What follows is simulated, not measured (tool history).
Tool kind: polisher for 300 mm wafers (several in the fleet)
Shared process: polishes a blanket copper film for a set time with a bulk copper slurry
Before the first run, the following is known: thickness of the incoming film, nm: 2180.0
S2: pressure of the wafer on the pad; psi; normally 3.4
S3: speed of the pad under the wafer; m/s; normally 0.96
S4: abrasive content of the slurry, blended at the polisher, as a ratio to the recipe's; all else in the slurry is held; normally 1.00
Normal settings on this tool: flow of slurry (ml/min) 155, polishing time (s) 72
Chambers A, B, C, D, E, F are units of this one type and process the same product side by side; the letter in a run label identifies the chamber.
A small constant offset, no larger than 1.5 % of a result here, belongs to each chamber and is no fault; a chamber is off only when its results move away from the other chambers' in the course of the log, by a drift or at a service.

run 1B hour=5.4 | flow_of_slurry_(ml/min)=155 S2=3.4 S3=0.96 S4=1.00 polishing_time_(s)=72 | film_removed_(nm)=634.00
run 2C hour=10.8 | flow_of_slurry_(ml/min)=155 S2=3.4 S3=0.96 S4=1.00 polishing_time_(s)=72 | film_removed_(nm)=630.50
-- hour=13.1 chamber C: worn pad replaced by a new one
run 3E hour=18.9 | flow_of_slurry_(ml/min)=155 S2=3.4 S3=0.96 S4=1.00 polishing_time_(s)=72 | film_removed_(nm)=629.59
run 4A hour=23.9 | flow_of_slurry_(ml/min)=155 S2=3.4 S3=0.96 S4=1.00 polishing_time_(s)=72 | film_removed_(nm)=630.74
-- hour=24.5 chamber C: slurry blender recalibrated
run 5D hour=29.6 | flow_of_slurry_(ml/min)=155 S2=3.4 S3=0.96 S4=1.00 polishing_time_(s)=72 | film_removed_(nm)=625.92
run 6F hour=39.4 | flow_of_slurry_(ml/min)=155 S2=3.4 S3=0.96 S4=1.00 polishing_time_(s)=72 | film_removed_(nm)=625.33
-- hour=40.4 chamber D: worn pad replaced by a new one
-- hour=41.6 chamber C: slurry nozzle cleaned
-- hour=45.2 chamber A: slurry nozzle cleaned
run 7C hour=46.3 | flow_of_slurry_(ml/min)=155 S2=2.5 S3=0.96 S4=1.00 polishing_time_(s)=72 | film_removed_(nm)=467.38
run 8A hour=51.9 | flow_of_slurry_(ml/min)=155 S2=2.5 S3=0.96 S4=1.00 polishing_time_(s)=72 | film_removed_(nm)=462.83
-- hour=54.5 chamber B: worn pad replaced by a new one
-- hour=55.4 chamber A: worn pad replaced by a new one
-- hour=56.3 chamber F: worn pad replaced by a new one
-- hour=60.2 chamber F: slurry blender recalibrated
run 9D hour=60.4 | flow_of_slurry_(ml/min)=155 S2=2.5 S3=0.96 S4=1.00 polishing_time_(s)=72 | film_removed_(nm)=453.14
-- hour=61.6 chamber E: slurry nozzle cleaned
-- hour=64.8 chamber E: worn pad replaced by a new one
-- hour=65.2 chamber D: slurry blender recalibrated
run 10B hour=66.8 | flow_of_slurry_(ml/min)=155 S2=2.5 S3=0.96 S4=1.00 polishing_time_(s)=72 | film_removed_(nm)=465.31
run 11E hour=76.1 | flow_of_slurry_(ml/min)=155 S2=2.5 S3=0.96 S4=1.00 polishing_time_(s)=72 | film_removed_(nm)=463.29
-- hour=81.4 chamber A: head pressure recalibrated
-- hour=83.1 chamber C: worn pad replaced by a new one
run 12F hour=85.9 | flow_of_slurry_(ml/min)=155 S2=2.5 S3=0.96 S4=1.00 polishing_time_(s)=72 | film_removed_(nm)=455.28
run 13A hour=95.0 | flow_of_slurry_(ml/min)=155 S2=3.4 S3=0.96 S4=1.00 polishing_time_(s)=72 | film_removed_(nm)=619.11
run 14C hour=101.1 | flow_of_slurry_(ml/min)=155 S2=3.4 S3=0.96 S4=1.00 polishing_time_(s)=72 | film_removed_(nm)=625.91
run 15B hour=107.8 | flow_of_slurry_(ml/min)=155 S2=3.4 S3=0.96 S4=1.00 polishing_time_(s)=72 | film_removed_(nm)=636.06
-- hour=109.7 chamber A: worn pad replaced by a new one
-- hour=113.6 chamber B: worn pad replaced by a new one
run 16E hour=115.6 | flow_of_slurry_(ml/min)=155 S2=3.4 S3=0.96 S4=1.00 polishing_time_(s)=72 | film_removed_(nm)=648.40
-- hour=118.1 chamber A: slurry blender recalibrated
run 17F hour=120.2 | flow_of_slurry_(ml/min)=155 S2=3.4 S3=0.96 S4=1.00 polishing_time_(s)=72 | film_removed_(nm)=622.94
run 18D hour=124.6 | flow_of_slurry_(ml/min)=155 S2=3.4 S3=0.96 S4=1.00 polishing_time_(s)=72 | film_removed_(nm)=624.04
run 19F hour=132.2 | flow_of_slurry_(ml/min)=155 S2=3.4 S3=0.96 S4=1.00 polishing_time_(s)=72 | film_removed_(nm)=635.01
-- hour=135.6 chamber C: head pressure recalibrated
run 20E hour=139.6 | flow_of_slurry_(ml/min)=155 S2=3.4 S3=0.96 S4=1.00 polishing_time_(s)=72 | film_removed_(nm)=621.38
-- hour=142.0 chamber D: worn pad replaced by a new one
run 21D hour=144.9 | flow_of_slurry_(ml/min)=155 S2=3.4 S3=0.96 S4=1.00 polishing_time_(s)=72 | film_removed_(nm)=616.84
-- hour=149.7 chamber F: worn pad replaced by a new one
run 22B hour=149.7 | flow_of_slurry_(ml/min)=155 S2=3.4 S3=0.96 S4=1.00 polishing_time_(s)=72 | film_removed_(nm)=636.69
-- hour=150.4 chamber E: worn pad replaced by a new one
run 23A hour=155.6 | flow_of_slurry_(ml/min)=155 S2=3.4 S3=0.96 S4=1.00 polishing_time_(s)=72 | film_removed_(nm)=636.11
run 24C hour=164.9 | flow_of_slurry_(ml/min)=155 S2=3.4 S3=0.96 S4=1.00 polishing_time_(s)=72 | film_removed_(nm)=561.62
-- hour=165.2 chamber A: worn pad replaced by a new one
-- hour=165.2 chamber C: worn pad replaced by a new one
-- hour=167.7 chamber F: slurry blender recalibrated
-- hour=169.1 chamber B: worn pad replaced by a new one
run 25B hour=172.1 | flow_of_slurry_(ml/min)=155 S2=3.4 S3=0.96 S4=1.00 polishing_time_(s)=72 | film_removed_(nm)=640.41
run 26E hour=180.0 | flow_of_slurry_(ml/min)=180 S2=3.4 S3=0.96 S4=1.00 polishing_time_(s)=72 | film_removed_(nm)=645.71
run 27A hour=184.6 | flow_of_slurry_(ml/min)=180 S2=3.4 S3=0.96 S4=1.00 polishing_time_(s)=72 | film_removed_(nm)=630.01
run 28D hour=193.7 | flow_of_slurry_(ml/min)=180 S2=3.4 S3=0.96 S4=1.00 polishing_time_(s)=72 | film_removed_(nm)=635.13
run 29F hour=201.0 | flow_of_slurry_(ml/min)=180 S2=3.4 S3=0.96 S4=1.00 polishing_time_(s)=72 | film_removed_(nm)=653.71
-- hour=202.7 chamber D: slurry nozzle cleaned
run 30C hour=209.5 | flow_of_slurry_(ml/min)=180 S2=3.4 S3=0.96 S4=1.00 polishing_time_(s)=72 | film_removed_(nm)=582.06
run 31D hour=218.6 | flow_of_slurry_(ml/min)=180 S2=3.4 S3=0.96 S4=1.00 polishing_time_(s)=72 | film_removed_(nm)=636.88
-- hour=224.2 chamber B: worn pad replaced by a new one
run 32E hour=228.4 | flow_of_slurry_(ml/min)=155 S2=3.4 S3=0.96 S4=1.00 polishing_time_(s)=72 | film_removed_(nm)=631.41
-- hour=228.5 chamber A: worn pad replaced by a new one
-- hour=235.5 chamber C: worn pad replaced by a new one
run 33B hour=236.8 | flow_of_slurry_(ml/min)=155 S2=3.4 S3=1.08 S4=1.25 polishing_time_(s)=72 | film_removed_(nm)=752.76
-- hour=241.3 chamber C: slurry blender recalibrated
-- hour=242.3 chamber F: worn pad replaced by a new one
run 34A hour=242.3 | flow_of_slurry_(ml/min)=155 S2=3.4 S3=1.08 S4=1.25 polishing_time_(s)=72 | film_removed_(nm)=741.45
-- hour=246.1 chamber E: worn pad replaced by a new one
-- hour=250.4 chamber D: slurry blender recalibrated
run 35C hour=251.9 | flow_of_slurry_(ml/min)=155 S2=3.4 S3=1.08 S4=1.25 polishing_time_(s)=72 | film_removed_(nm)=671.85
run 36F hour=258.1 | flow_of_slurry_(ml/min)=155 S2=3.4 S3=1.08 S4=1.25 polishing_time_(s)=72 | film_removed_(nm)=750.48
-- hour=259.0 chamber A: slurry blender recalibrated
-- hour=262.1 chamber D: worn pad replaced by a new one
run 37D hour=266.7 | flow_of_slurry_(ml/min)=155 S2=3.4 S3=1.08 S4=1.25 polishing_time_(s)=72 | film_removed_(nm)=733.66
run 38E hour=271.5 | flow_of_slurry_(ml/min)=155 S2=3.4 S3=1.08 S4=1.25 polishing_time_(s)=72 | film_removed_(nm)=745.62
run 39B hour=276.0 | flow_of_slurry_(ml/min)=155 S2=3.4 S3=0.96 S4=1.00 polishing_time_(s)=72 | film_removed_(nm)=634.61
run 40C hour=280.8 | flow_of_slurry_(ml/min)=155 S2=3.4 S3=0.96 S4=1.00 polishing_time_(s)=72 | film_removed_(nm)=576.64
-- hour=284.5 chamber F: slurry blender recalibrated
-- hour=288.1 chamber A: worn pad replaced by a new one
run 41A hour=290.5 | flow_of_slurry_(ml/min)=155 S2=3.4 S3=0.96 S4=1.00 polishing_time_(s)=72 | film_removed_(nm)=613.07
run 42F hour=295.1 | flow_of_slurry_(ml/min)=155 S2=3.4 S3=0.96 S4=1.00 polishing_time_(s)=72 | film_removed_(nm)=639.07
run 43D hour=303.6 | flow_of_slurry_(ml/min)=155 S2=3.4 S3=0.96 S4=1.00 polishing_time_(s)=72 | film_removed_(nm)=623.74

Decide between three cases: one chamber stands off from its peers, the gauge reading all wafers drifts, or nothing is wrong past each chamber's small offset. Where a chamber is off, say which and what most likely put it there.

Chamber C came out of a service off from its peers and stayed that way.
Most likely cause: head's pressure below its setpoint, % = 9.84.

Chamber C could run next with any of the 4 candidate recipes listed below; each alters the usual settings, and their results appear as question marks. Which one brings its results back in line with what the other chambers deliver on the usual settings?
In line here means within this much of the mean the other chambers give on the usual settings: film removed (nm) 22.00
run 44C-1 hour=310.6 | flow_of_slurry_(ml/min)=155 S2=3.2 S3=0.90 S4=1.00 polishing_time_(s)=68 | film_removed_(nm)=?
run 44C-2 hour=310.6 | flow_of_slurry_(ml/min)=155 S2=3.5 S3=1.00 S4=1.00 polishing_time_(s)=74 | film_removed_(nm)=?
run 44C-3 hour=310.6 | flow_of_slurry_(ml/min)=155 S2=3.3 S3=0.92 S4=1.00 polishing_time_(s)=70 | film_removed_(nm)=?
run 44C-4 hour=310.6 | flow_of_slurry_(ml/min)=155 S2=3.4 S3=1.04 S4=1.00 polishing_time_(s)=78 | film_removed_(nm)=?

Mean of the other chambers on the usual settings: film removed (nm) 629.89
run=44C-1 film_removed_(nm)=471.33
run=44C-2 film_removed_(nm)=624.67
run=44C-3 film_removed_(nm)=511.79
run=44C-4 film_removed_(nm)=665.19
It is 44C-2 that realigns the chamber with its peers.
